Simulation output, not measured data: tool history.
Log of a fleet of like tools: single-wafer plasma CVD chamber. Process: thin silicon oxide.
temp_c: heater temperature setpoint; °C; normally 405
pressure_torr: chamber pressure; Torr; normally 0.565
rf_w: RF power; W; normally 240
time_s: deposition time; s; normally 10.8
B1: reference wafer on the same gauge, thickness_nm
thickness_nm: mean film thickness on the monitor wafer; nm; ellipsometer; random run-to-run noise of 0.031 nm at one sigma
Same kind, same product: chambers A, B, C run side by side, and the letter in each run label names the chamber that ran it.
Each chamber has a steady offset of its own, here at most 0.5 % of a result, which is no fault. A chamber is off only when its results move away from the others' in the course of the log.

run 1C day=0.188 | temp_c=405 pressure_torr=0.565 rf_w=240 time_s=10.8 | B1=12.498 | thickness_nm=12.398
run 2A day=0.396 | temp_c=405 pressure_torr=0.565 rf_w=240 time_s=10.8 | B1=12.489 | thickness_nm=12.506
run 3B day=0.546 | temp_c=405 pressure_torr=0.565 rf_w=240 time_s=10.8 | B1=12.501 | thickness_nm=12.498
run 4A day=0.738 | temp_c=405 pressure_torr=0.565 rf_w=240 time_s=10.8 | B1=12.503 | thickness_nm=12.494
run 5C day=0.988 | temp_c=405 pressure_torr=0.565 rf_w=255 time_s=9.3 | B1=12.500 | thickness_nm=11.002
run 6B day=1.150 | temp_c=405 pressure_torr=0.565 rf_w=255 time_s=9.3 | B1=12.499 | thickness_nm=11.058
run 7C day=1.354 | temp_c=405 pressure_torr=0.565 rf_w=255 time_s=9.3 | B1=12.497 | thickness_nm=11.042
run 8A day=1.554 | temp_c=405 pressure_torr=0.565 rf_w=240 time_s=10.8 | B1=12.502 | thickness_nm=12.467
run 9B day=1.754 | temp_c=405 pressure_torr=0.565 rf_w=240 time_s=10.8 | B1=12.498 | thickness_nm=12.448
run 10C day=1.917 | temp_c=405 pressure_torr=0.565 rf_w=240 time_s=10.8 | B1=12.499 | thickness_nm=12.418
run 11A day=2.038 | temp_c=405 pressure_torr=0.565 rf_w=240 time_s=10.8 | B1=12.502 | thickness_nm=12.520
run 12B day=2.188 | temp_c=405 pressure_torr=0.565 rf_w=240 time_s=10.8 | B1=12.493 | thickness_nm=12.485
run 13A day=2.417 | temp_c=405 pressure_torr=0.565 rf_w=240 time_s=10.8 | B1=12.505 | thickness_nm=12.504
run 14C day=2.533 | temp_c=405 pressure_torr=0.565 rf_w=240 time_s=10.8 | B1=12.501 | thickness_nm=12.371
run 15B day=2.767 | temp_c=405 pressure_torr=0.565 rf_w=240 time_s=10.8 | B1=12.500 | thickness_nm=12.496
run 16C day=2.892 | temp_c=392 pressure_torr=0.565 rf_w=240 time_s=9.5 | B1=12.499 | thickness_nm=11.046
run 17A day=3.012 | temp_c=392 pressure_torr=0.565 rf_w=240 time_s=9.5 | B1=12.500 | thickness_nm=11.047
run 18B day=3.188 | temp_c=392 pressure_torr=0.565 rf_w=240 time_s=9.5 | B1=12.505 | thickness_nm=11.061
run 19B day=3.400 | temp_c=405 pressure_torr=0.565 rf_w=240 time_s=10.8 | B1=12.496 | thickness_nm=12.473
run 20A day=3.650 | temp_c=405 pressure_torr=0.565 rf_w=240 time_s=10.8 | B1=12.497 | thickness_nm=12.477

Is one chamber off against the others, does the gauge drift, or is nothing wrong? If a chamber is off, say which, and what the likeliest cause is.

The fleet is healthy, with each chamber sitting at its usual small offset and no drift in the gauge.

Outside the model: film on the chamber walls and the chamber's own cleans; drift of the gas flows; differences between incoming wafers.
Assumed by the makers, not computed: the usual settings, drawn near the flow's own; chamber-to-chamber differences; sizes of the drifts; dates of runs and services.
